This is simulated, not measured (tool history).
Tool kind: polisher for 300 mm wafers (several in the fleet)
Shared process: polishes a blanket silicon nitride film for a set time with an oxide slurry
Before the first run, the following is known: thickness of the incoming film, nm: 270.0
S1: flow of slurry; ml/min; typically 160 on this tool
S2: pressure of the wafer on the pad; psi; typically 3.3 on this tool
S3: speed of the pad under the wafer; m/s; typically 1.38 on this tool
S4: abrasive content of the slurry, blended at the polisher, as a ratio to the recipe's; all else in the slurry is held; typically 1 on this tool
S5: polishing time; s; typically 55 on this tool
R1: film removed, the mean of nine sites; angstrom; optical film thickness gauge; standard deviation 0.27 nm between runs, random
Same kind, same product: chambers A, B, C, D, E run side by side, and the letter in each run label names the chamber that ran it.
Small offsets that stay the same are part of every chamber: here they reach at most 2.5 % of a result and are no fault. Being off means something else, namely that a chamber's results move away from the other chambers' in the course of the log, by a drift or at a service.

-- hour=2.0 chamber B: worn pad replaced by a new one
run 1C hour=7.3 | S1=160 S2=3.3 S3=1.38 S4=1 S5=55 | R1=368.36
-- hour=9.6 chamber C: conditioning disc replaced and pad reconditioned
-- hour=13.6 chamber E: worn pad replaced by a new one
run 2D hour=16.4 | S1=160 S2=3.3 S3=1.38 S4=1 S5=55 | R1=362.63
run 3B hour=27.0 | S1=160 S2=3.3 S3=1.38 S4=1 S5=55 | R1=380.03
run 4E hour=37.4 | S1=160 S2=3.3 S3=1.38 S4=1 S5=55 | R1=369.58
run 5A hour=45.5 | S1=160 S2=3.3 S3=1.38 S4=1 S5=55 | R1=371.72
-- hour=45.8 chamber E: slurry nozzle cleaned
-- hour=48.2 chamber C: worn pad replaced by a new one
run 6A hour=55.8 | S1=160 S2=3.3 S3=1.38 S4=1 S5=55 | R1=375.53
run 7D hour=65.9 | S1=160 S2=3.3 S3=1.38 S4=1 S5=55 | R1=364.41
-- hour=66.0 chamber B: worn pad replaced by a new one
run 8B hour=73.6 | S1=160 S2=3.3 S3=1.38 S4=1 S5=55 | R1=372.33
-- hour=75.3 chamber A: worn pad replaced by a new one
-- hour=77.1 chamber B: slurry blender recalibrated
run 9E hour=84.2 | S1=160 S2=3.8 S3=1.38 S4=1 S5=55 | R1=430.06
run 10C hour=93.1 | S1=160 S2=3.8 S3=1.38 S4=1 S5=55 | R1=431.19
-- hour=96.6 chamber D: worn pad replaced by a new one
-- hour=96.9 chamber D: slurry nozzle cleaned
-- hour=99.3 chamber C: slurry blender recalibrated
run 11A hour=99.7 | S1=160 S2=3.8 S3=1.38 S4=1 S5=55 | R1=430.66
-- hour=100.7 chamber E: worn pad replaced by a new one
-- hour=103.8 chamber C: slurry nozzle cleaned
run 12B hour=104.8 | S1=160 S2=3.8 S3=1.38 S4=1 S5=55 | R1=433.06
run 13D hour=111.5 | S1=160 S2=3.8 S3=1.38 S4=1 S5=55 | R1=421.96
-- hour=121.5 chamber B: conditioning disc replaced and pad reconditioned
run 14C hour=122.1 | S1=160 S2=3.3 S3=1.38 S4=1 S5=55 | R1=377.14
-- hour=124.0 chamber E: slurry blender recalibrated
-- hour=127.2 chamber D: conditioning disc replaced and pad reconditioned
-- hour=130.3 chamber B: worn pad replaced by a new one
run 15E hour=131.7 | S1=160 S2=3.3 S3=1.38 S4=1 S5=55 | R1=373.01
-- hour=137.6 chamber C: worn pad replaced by a new one
run 16E hour=137.9 | S1=160 S2=3.3 S3=1.38 S4=1 S5=55 | R1=372.90
run 17C hour=143.3 | S1=160 S2=3.3 S3=1.38 S4=1 S5=55 | R1=368.21
run 18A hour=148.6 | S1=160 S2=3.3 S3=1.38 S4=1 S5=55 | R1=374.74
run 19D hour=158.4 | S1=160 S2=3.3 S3=1.38 S4=1 S5=55 | R1=358.27
run 20B hour=164.3 | S1=160 S2=3.3 S3=1.38 S4=1 S5=55 | R1=372.32
run 21A hour=169.3 | S1=160 S2=3.3 S3=1.38 S4=1 S5=55 | R1=371.83
-- hour=175.1 chamber A: worn pad replaced by a new one
run 22D hour=175.8 | S1=160 S2=3.3 S3=1.38 S4=1 S5=55 | R1=355.10
-- hour=185.6 chamber B: worn pad replaced by a new one
run 23B hour=186.1 | S1=160 S2=3.3 S3=1.38 S4=1 S5=55 | R1=369.86
-- hour=189.6 chamber E: conditioning disc replaced and pad reconditioned
run 24C hour=196.3 | S1=160 S2=3.3 S3=1.38 S4=1 S5=55 | R1=376.97
-- hour=201.6 chamber E: worn pad replaced by a new one
run 25E hour=204.6 | S1=160 S2=3.3 S3=1.38 S4=1 S5=55 | R1=368.75
-- hour=205.2 chamber A: slurry blender recalibrated
-- hour=208.9 chamber D: worn pad replaced by a new one
run 26D hour=211.1 | S1=160 S2=3.3 S3=1.14 S4=1 S5=55 | R1=302.40
run 27B hour=218.0 | S1=160 S2=3.3 S3=1.14 S4=1 S5=55 | R1=315.24
run 28A hour=227.8 | S1=160 S2=3.3 S3=1.14 S4=1 S5=55 | R1=320.07
-- hour=231.3 chamber C: worn pad replaced by a new one
run 29C hour=237.0 | S1=160 S2=3.3 S3=1.14 S4=1 S5=55 | R1=320.98
-- hour=244.5 chamber A: head pressure recalibrated
-- hour=246.8 chamber B: worn pad replaced by a new one
run 30E hour=247.2 | S1=160 S2=3.3 S3=1.14 S4=1 S5=55 | R1=321.05
run 31E hour=254.5 | S1=160 S2=3.3 S3=1.38 S4=1 S5=55 | R1=373.44
run 32D hour=263.6 | S1=160 S2=3.3 S3=1.38 S4=1 S5=55 | R1=344.02
run 33B hour=273.9 | S1=160 S2=2.3 S3=1.38 S4=1 S5=71 | R1=336.80
run 34A hour=280.4 | S1=160 S2=2.3 S3=1.38 S4=1 S5=71 | R1=333.41
-- hour=288.8 chamber A: conditioning disc replaced and pad reconditioned
run 35C hour=290.6 | S1=160 S2=2.3 S3=1.38 S4=1 S5=71 | R1=335.34
run 36E hour=295.5 | S1=160 S2=2.3 S3=1.38 S4=1 S5=71 | R1=336.70
-- hour=296.5 chamber A: worn pad replaced by a new one
run 37A hour=300.7 | S1=160 S2=2.3 S3=1.38 S4=1 S5=71 | R1=333.53
run 38B hour=305.9 | S1=160 S2=3.3 S3=1.38 S4=1 S5=55 | R1=375.11
-- hour=306.6 chamber C: worn pad replaced by a new one
run 39C hour=314.5 | S1=160 S2=3.3 S3=1.38 S4=1 S5=55 | R1=377.72
run 40D hour=323.0 | S1=160 S2=2.5 S3=1.38 S4=1 S5=55 | R1=259.87

One chamber off, gauge drift, or nothing amiss beyond the chambers' own small offsets? If it is a chamber, which one, and what is the likeliest cause?

Little by little, chamber D moves away from the other chambers.
Most likely cause: abrasive missing from the slurry, % = 14.7.
The log may not tell that from: slurry flow missing at the pad, %; head's pressure below its setpoint, %.

Chamber D could run next with any of the 4 candidate recipes listed below; each alters the usual settings, and their results appear as question marks. Which one brings its results back in line with what the other chambers deliver on the usual settings?
In line here means within this much of the mean the other chambers give on the usual settings: R1 9.40 angstrom
run 41D-1 hour=330.6 | S1=160 S2=3.3 S3=1.38 S4=1 S5=50 | R1=?
run 41D-2 hour=330.6 | S1=160 S2=3.4 S3=1.42 S4=1 S5=57 | R1=?
run 41D-3 hour=330.6 | S1=160 S2=3.4 S3=1.40 S4=1 S5=56 | R1=?
run 41D-4 hour=330.6 | S1=160 S2=3.3 S3=1.38 S4=1 S5=52 | R1=?

The mean the other chambers reach with the usual settings: R1 373.44 angstrom
run=41D-1 R1=307.65
run=41D-2 R1=369.74
run=41D-3 R1=359.21
run=41D-4 R1=319.95
The answer is 41D-2, which returns the chamber to within the allowed miss of the others.
